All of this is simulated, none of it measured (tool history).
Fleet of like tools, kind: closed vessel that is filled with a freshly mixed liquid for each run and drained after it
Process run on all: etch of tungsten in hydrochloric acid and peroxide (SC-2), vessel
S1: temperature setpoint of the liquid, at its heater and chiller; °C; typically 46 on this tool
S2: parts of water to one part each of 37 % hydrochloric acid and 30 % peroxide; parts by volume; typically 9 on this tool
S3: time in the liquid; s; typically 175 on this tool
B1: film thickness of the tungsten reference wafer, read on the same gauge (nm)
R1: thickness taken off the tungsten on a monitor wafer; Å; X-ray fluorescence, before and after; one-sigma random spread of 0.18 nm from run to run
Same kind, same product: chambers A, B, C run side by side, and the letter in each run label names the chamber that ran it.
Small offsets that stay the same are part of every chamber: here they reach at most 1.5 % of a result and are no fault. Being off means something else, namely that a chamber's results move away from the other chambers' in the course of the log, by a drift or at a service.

{"run": "1B", "hour": 14.4, "S1": 46, "S2": 9, "S3": 175, "B1": 110.01, "R1": 282.2}
{"run": "2A", "hour": 26.3, "S1": 46, "S2": 9, "S3": 175, "B1": 110, "R1": 284.81}
{"hour": 29.2, "done": "chamber B: new drum of peroxide connected"}
{"run": "3C", "hour": 36.2, "S1": 46, "S2": 9, "S3": 175, "B1": 110.01, "R1": 284.57}
{"run": "4A", "hour": 46.2, "S1": 46, "S2": 9, "S3": 175, "B1": 110.02, "R1": 290.07}
{"run": "5B", "hour": 59.3, "S1": 46, "S2": 9, "S3": 175, "B1": 110.02, "R1": 280.74}
{"hour": 60.7, "done": "chamber C: thermometer replaced"}
{"hour": 68.0, "done": "chamber A: chemicals flow meter replaced"}
{"run": "6C", "hour": 71.5, "S1": 46, "S2": 9, "S3": 175, "B1": 110.01, "R1": 285.75}
{"hour": 78.5, "done": "chamber A: thermometer replaced"}
{"run": "7B", "hour": 85.5, "S1": 46, "S2": 9, "S3": 175, "B1": 110.01, "R1": 283.16}
{"run": "8C", "hour": 96.8, "S1": 55, "S2": 9, "S3": 175, "B1": 109.99, "R1": 519.45}
{"hour": 98.8, "done": "chamber B: chemicals flow meter replaced"}
{"run": "9A", "hour": 103.5, "S1": 55, "S2": 9, "S3": 175, "B1": 110.01, "R1": 527.72}
{"run": "10C", "hour": 113.7, "S1": 55, "S2": 9, "S3": 175, "B1": 110.02, "R1": 517.48}
{"run": "11A", "hour": 126.7, "S1": 46, "S2": 9, "S3": 175, "B1": 110, "R1": 288.56}
{"run": "12B", "hour": 141.5, "S1": 46, "S2": 9, "S3": 175, "B1": 110.01, "R1": 284.23}
{"run": "13C", "hour": 149.9, "S1": 46, "S2": 9, "S3": 175, "B1": 110.02, "R1": 288.85}
{"run": "14A", "hour": 164.5, "S1": 46, "S2": 9, "S3": 175, "B1": 109.99, "R1": 283.91}
{"run": "15B", "hour": 174.9, "S1": 46, "S2": 9, "S3": 175, "B1": 110.01, "R1": 284.04}
{"run": "16C", "hour": 185.9, "S1": 46, "S2": 9, "S3": 175, "B1": 109.98, "R1": 282.7}
{"run": "17A", "hour": 199.1, "S1": 46, "S2": 9, "S3": 175, "B1": 110.01, "R1": 288.52}
{"run": "18B", "hour": 211.3, "S1": 46, "S2": 9, "S3": 175, "B1": 109.99, "R1": 283.95}
{"run": "19A", "hour": 225.0, "S1": 46, "S2": 9, "S3": 175, "B1": 109.98, "R1": 283.61}
{"run": "20C", "hour": 239.0, "S1": 39, "S2": 6.5, "S3": 175, "B1": 110.02, "R1": 226.87}
{"run": "21B", "hour": 251.4, "S1": 39, "S2": 6.5, "S3": 175, "B1": 110.02, "R1": 225.52}
{"hour": 251.5, "done": "chamber C: chemicals flow meter replaced"}
{"run": "22C", "hour": 261.8, "S1": 39, "S2": 6.5, "S3": 175, "B1": 110.02, "R1": 226.75}
{"run": "23B", "hour": 274.0, "S1": 46, "S2": 9, "S3": 175, "B1": 110, "R1": 282.6}
{"run": "24A", "hour": 280.8, "S1": 46, "S2": 9, "S3": 175, "B1": 110.01, "R1": 286.36}
{"run": "25A", "hour": 292.3, "S1": 46, "S2": 9, "S3": 175, "B1": 110.01, "R1": 283.96}
{"run": "26B", "hour": 301.6, "S1": 46, "S2": 9, "S3": 175, "B1": 110.01, "R1": 285.85}
{"run": "27C", "hour": 310.3, "S1": 46, "S2": 9, "S3": 175, "B1": 110.01, "R1": 286.79}
{"run": "28A", "hour": 324.0, "S1": 46, "S2": 9, "S3": 230, "B1": 110, "R1": 380.55}
{"run": "29C", "hour": 332.2, "S1": 46, "S2": 9, "S3": 230, "B1": 109.99, "R1": 372.04}
{"run": "30B", "hour": 346.3, "S1": 46, "S2": 9, "S3": 230, "B1": 110, "R1": 375.28}
{"run": "31C", "hour": 361.1, "S1": 46, "S2": 9, "S3": 175, "B1": 109.99, "R1": 286.69}
{"run": "32A", "hour": 368.7, "S1": 46, "S2": 9, "S3": 225, "B1": 109.99, "R1": 370.79}
{"run": "33B", "hour": 378.0, "S1": 46, "S2": 9, "S3": 225, "B1": 109.98, "R1": 363.59}
{"run": "34C", "hour": 389.3, "S1": 46, "S2": 9, "S3": 225, "B1": 110, "R1": 363.55}

Does one chamber stand apart from the rest, does the shared gauge drift, or is all well apart from small per-chamber offsets? Give the chamber and the most likely cause, where there is one.

No chamber is off and the gauge is stable; the differences are just each chamber's small, constant offset.
